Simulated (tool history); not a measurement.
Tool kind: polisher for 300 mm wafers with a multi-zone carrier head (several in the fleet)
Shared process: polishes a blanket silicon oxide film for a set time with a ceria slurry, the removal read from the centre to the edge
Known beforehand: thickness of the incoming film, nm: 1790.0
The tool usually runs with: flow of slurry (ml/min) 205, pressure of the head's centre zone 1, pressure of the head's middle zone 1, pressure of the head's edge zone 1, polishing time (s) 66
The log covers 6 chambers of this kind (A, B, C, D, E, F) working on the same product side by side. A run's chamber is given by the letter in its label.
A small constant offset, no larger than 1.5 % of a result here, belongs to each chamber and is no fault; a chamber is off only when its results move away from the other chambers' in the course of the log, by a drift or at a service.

run	hour	flow of slurry (ml/min)	pressure of the head's centre zone	pressure of the head's middle zone	pressure of the head's edge zone	polishing time (s)	film removed at the wafer's centre (nm)	film removed at mid-radius (nm)	film removed at the wafer's edge (nm)
1B	2.8	205	1	1	1	66	496.98	485.73	501.13
2D	5.1	205	1	1	1	66	496.72	487.61	502.29
3C	8.4	205	1	1	1	66	501.57	490.68	493.31
# hour 11.3: chamber F: slurry nozzle cleaned
4E	11.7	205	1	1	1	66	502.84	499.5	492.52
# hour 14.6: chamber C: worn pad replaced by a new one
5F	14.7	205	1	1	1	66	490.26	493.7	493.1
6A	17.3	205	1	1	1	66	494.59	487.31	501.9
# hour 18.3: chamber A: worn pad replaced by a new one
7D	21.5	205	1.06	1	1.08	66	536.46	488.12	519.79
# hour 21.7: chamber F: worn pad replaced by a new one
8C	24	205	1.06	1	1.08	66	537.45	491.45	517.72
9B	27.6	205	1.06	1	1.08	66	520.1	486.71	521.06
10E	30.5	205	1.06	1	1.08	66	530.54	488.79	518.84
# hour 34.1: chamber C: edge zone pressure recalibrated
11A	34.7	205	1.06	1	1.08	66	529.46	510.76	522.15
# hour 36: chamber C: slurry nozzle cleaned
12F	38.1	205	1.06	1	1.08	66	527.88	489.61	511.1
13C	40.1	205	1	1	1	66	497.17	496.17	503.37
14D	43.3	205	1	1	1	66	491.55	496.28	502.27
15F	47.2	205	1	1	1	66	495.17	495.93	494.24
16B	49.8	205	1	1	1	66	491.17	490	502.14
17A	53.5	205	1	1	1	66	494.44	491.84	499.61
18E	55.8	205	1	1	1	66	499.16	486.49	486.6
# hour 58.3: chamber B: worn pad replaced by a new one
19D	59.7	205	1	1	1	66	486.79	491.19	493.19
20F	63.1	205	1	1	1	66	487.65	496.54	492.93
21B	67.5	205	1	1	1	66	489.78	497.7	497.38
22E	69.9	205	1	1	1	66	500.51	483.23	492.87
# hour 72.6: chamber E: centre zone pressure recalibrated
23A	72.8	205	1.1	1	1	57	474.81	432.9	425.76
24C	75.3	205	1.1	1	1	57	483.72	420.52	434.66
25C	79.5	205	1.1	1	1	57	475.51	424.39	430.56
26F	83.4	205	1.1	1	1	57	469.73	430.36	422.37
27A	87.1	205	1.1	1	1	57	479.18	420.01	428.82
28D	90.5	205	1.1	1	1	57	452.35	409.22	411.73
# hour 91.7: chamber C: worn pad replaced by a new one
29B	94	205	1.07	1.09	1	66	530.44	520.9	496.4
# hour 96.1: chamber F: worn pad replaced by a new one
30E	96.2	205	1.07	1.09	1	66	531.45	527.87	492.91
31C	99.2	205	1.07	1.09	1	66	539.47	546.9	493.84
32B	102.1	205	1.07	1.09	1	66	533.66	536.38	495.88
33F	106.3	205	1.07	1.09	1	66	529.45	544	491.99
# hour 107.1: chamber E: worn pad replaced by a new one
34D	108.4	205	1.07	1.09	1	66	503.49	513.92	462.23
# hour 109.6: chamber E: slurry nozzle cleaned
35A	111.7	205	1	1	1	66	494.06	493.41	499.62
36E	114.4	205	1	1	1	66	495.08	491.29	492.23
37D	117.9	205	1	1	1	66	468.03	466.64	461.68
38F	121.8	205	1	1	1	66	493.22	495.45	498.36
39E	125.5	205	1.08	1	1	66	537.59	483.93	496.42
40C	129.6	205	1.08	1	1	66	551.92	498.35	491.68

For the next run the whole fleet of 6 chambers uses the same settings. Give each chamber's results:
41A	132.7	205	1	1	1	66	?	?	?
41B	132.7	205	1	1	1	66	?	?	?
41C	132.7	205	1	1	1	66	?	?	?
41D	132.7	205	1	1	1	66	?	?	?
41E	132.7	205	1	1	1	66	?	?	?
41F	132.7	205	1	1	1	66	?	?	?

run	film removed at the wafer's centre (nm)	film removed at mid-radius (nm)	film removed at the wafer's edge (nm)
41A	494.42	497.97	501.49
41B	491.92	504.36	503.49
41C	505.49	490.42	499.8
41D	465.65	470.77	456.34
41E	494.69	490.03	494.24
41F	487.11	499.25	493.72
